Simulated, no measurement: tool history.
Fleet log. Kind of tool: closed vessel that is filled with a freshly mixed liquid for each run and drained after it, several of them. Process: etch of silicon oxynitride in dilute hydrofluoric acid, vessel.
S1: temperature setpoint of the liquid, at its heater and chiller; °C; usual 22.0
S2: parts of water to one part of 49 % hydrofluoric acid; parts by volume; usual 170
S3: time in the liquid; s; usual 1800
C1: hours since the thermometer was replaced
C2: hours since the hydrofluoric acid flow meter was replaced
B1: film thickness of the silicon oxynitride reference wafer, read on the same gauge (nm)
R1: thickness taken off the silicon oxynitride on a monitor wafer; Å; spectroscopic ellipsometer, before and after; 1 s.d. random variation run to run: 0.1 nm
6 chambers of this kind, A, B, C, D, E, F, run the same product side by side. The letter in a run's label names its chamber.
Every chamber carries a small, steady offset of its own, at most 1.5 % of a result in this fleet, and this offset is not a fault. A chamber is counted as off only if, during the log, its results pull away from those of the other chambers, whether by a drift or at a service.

run 1B hour=3.5 | S1=22.0 S2=170 S3=1800 | C1=421.4 C2=1112.4 | B1=30.013 | R1=182.11
run 2F hour=7.9 | S1=22.0 S2=170 S3=1800 | C1=972.0 C2=1054.1 | B1=29.986 | R1=181.29
run 3D hour=11.2 | S1=22.0 S2=170 S3=1800 | C1=661.4 C2=432.2 | B1=30.007 | R1=182.27
run 4A hour=16.3 | S1=22.0 S2=170 S3=1800 | C1=899.2 C2=1744.3 | B1=30.016 | R1=180.65
run 5E hour=19.5 | S1=22.0 S2=170 S3=1800 | C1=188.0 C2=385.9 | B1=29.985 | R1=183.59
run 6C hour=24.1 | S1=25.0 S2=170 S3=1800 | C1=1299.6 C2=1271.6 | B1=29.994 | R1=209.24
run 7E hour=26.7 | S1=25.0 S2=170 S3=1800 | C1=195.2 C2=393.1 | B1=29.994 | R1=209.40
run 8C hour=32.2 | S1=25.0 S2=170 S3=1800 | C1=1307.7 C2=1279.7 | B1=30.002 | R1=209.10
run 9A hour=35.4 | S1=25.0 S2=170 S3=1800 | C1=918.3 C2=1763.4 | B1=30.045 | R1=208.97
run 10B hour=38.5 | S1=25.0 S2=170 S3=1800 | C1=456.4 C2=1147.4 | B1=30.034 | R1=212.72
run 11F hour=43.8 | S1=25.0 S2=170 S3=1800 | C1=1007.9 C2=1090.0 | B1=29.970 | R1=209.61
run 12D hour=46.3 | S1=22.0 S2=170 S3=1800 | C1=696.5 C2=467.3 | B1=30.008 | R1=180.63
run 13E hour=50.4 | S1=27.0 S2=170 S3=1800 | C1=218.9 C2=416.8 | B1=29.981 | R1=228.22
-- hour=54.6 chamber C: hydrofluoric acid flow meter replaced
run 14F hour=55.6 | S1=27.0 S2=170 S3=1800 | C1=1019.7 C2=1101.8 | B1=30.019 | R1=226.39
run 15A hour=59.3 | S1=27.0 S2=170 S3=1800 | C1=942.2 C2=1787.3 | B1=29.956 | R1=229.13
run 16B hour=64.7 | S1=27.0 S2=170 S3=1800 | C1=482.6 C2=1173.6 | B1=30.009 | R1=232.95
run 17C hour=69.2 | S1=27.0 S2=170 S3=1800 | C1=1344.7 C2=14.7 | B1=29.982 | R1=228.73
run 18D hour=72.2 | S1=27.0 S2=170 S3=1800 | C1=722.4 C2=493.2 | B1=30.038 | R1=229.37
run 19E hour=77.5 | S1=22.0 S2=170 S3=1800 | C1=246.0 C2=443.9 | B1=29.970 | R1=186.26
run 20A hour=82.6 | S1=22.0 S2=170 S3=1800 | C1=965.5 C2=1810.6 | B1=29.955 | R1=181.14
run 21D hour=87.7 | S1=22.0 S2=170 S3=1800 | C1=737.9 C2=508.7 | B1=30.019 | R1=183.48
run 22F hour=91.1 | S1=22.0 S2=170 S3=1800 | C1=1055.2 C2=1137.3 | B1=30.022 | R1=182.34
run 23C hour=96.0 | S1=22.0 S2=170 S3=1800 | C1=1371.5 C2=41.5 | B1=29.997 | R1=182.06
run 24B hour=99.6 | S1=22.0 S2=170 S3=1800 | C1=517.5 C2=1208.5 | B1=29.997 | R1=184.30
run 25E hour=103.4 | S1=18.5 S2=170 S3=1800 | C1=271.9 C2=469.8 | B1=30.049 | R1=159.82
-- hour=106.2 chamber D: thermometer replaced
run 26F hour=108.3 | S1=18.5 S2=170 S3=1800 | C1=1072.4 C2=1154.5 | B1=30.004 | R1=152.54
run 27B hour=112.5 | S1=18.5 S2=170 S3=1800 | C1=530.4 C2=1221.4 | B1=30.025 | R1=158.04
run 28C hour=116.4 | S1=18.5 S2=170 S3=1800 | C1=1391.9 C2=61.9 | B1=30.033 | R1=155.14
run 29A hour=119.3 | S1=18.5 S2=170 S3=1800 | C1=1002.2 C2=1847.3 | B1=30.019 | R1=155.22
run 30D hour=124.0 | S1=18.5 S2=170 S3=1800 | C1=17.8 C2=545.0 | B1=29.981 | R1=156.28
run 31D hour=127.6 | S1=22.0 S2=170 S3=2340 | C1=21.4 C2=548.6 | B1=30.032 | R1=237.49
run 32E hour=130.0 | S1=22.0 S2=170 S3=2340 | C1=298.5 C2=496.4 | B1=29.981 | R1=246.42
-- hour=132.5 chamber B: hydrofluoric acid flow meter replaced
run 33A hour=133.9 | S1=22.0 S2=170 S3=2340 | C1=1016.8 C2=1861.9 | B1=30.007 | R1=239.64
run 34F hour=138.7 | S1=22.0 S2=170 S3=2340 | C1=1102.8 C2=1184.9 | B1=29.981 | R1=235.23
run 35C hour=142.1 | S1=22.0 S2=170 S3=2340 | C1=1417.6 C2=87.6 | B1=29.981 | R1=233.41
run 36B hour=145.9 | S1=22.0 S2=170 S3=2340 | C1=563.8 C2=13.5 | B1=29.980 | R1=241.81
run 37F hour=149.9 | S1=22.0 S2=170 S3=1800 | C1=1114.0 C2=1196.1 | B1=29.980 | R1=182.46
run 38E hour=153.4 | S1=22.0 S2=170 S3=1800 | C1=321.9 C2=519.8 | B1=29.962 | R1=189.47

For the next run the whole fleet of 6 chambers uses the same settings. Give each chamber's results:
run 39A hour=157.3 | S1=22.0 S2=170 S3=2150 | R1=?
run 39B hour=157.3 | S1=22.0 S2=170 S3=2150 | R1=?
run 39C hour=157.3 | S1=22.0 S2=170 S3=2150 | R1=?
run 39D hour=157.3 | S1=22.0 S2=170 S3=2150 | R1=?
run 39E hour=157.3 | S1=22.0 S2=170 S3=2150 | R1=?
run 39F hour=157.3 | S1=22.0 S2=170 S3=2150 | R1=?

run=39A R1=215.77
run=39B R1=220.74
run=39C R1=217.76
run=39D R1=218.50
run=39E R1=228.45
run=39F R1=216.06
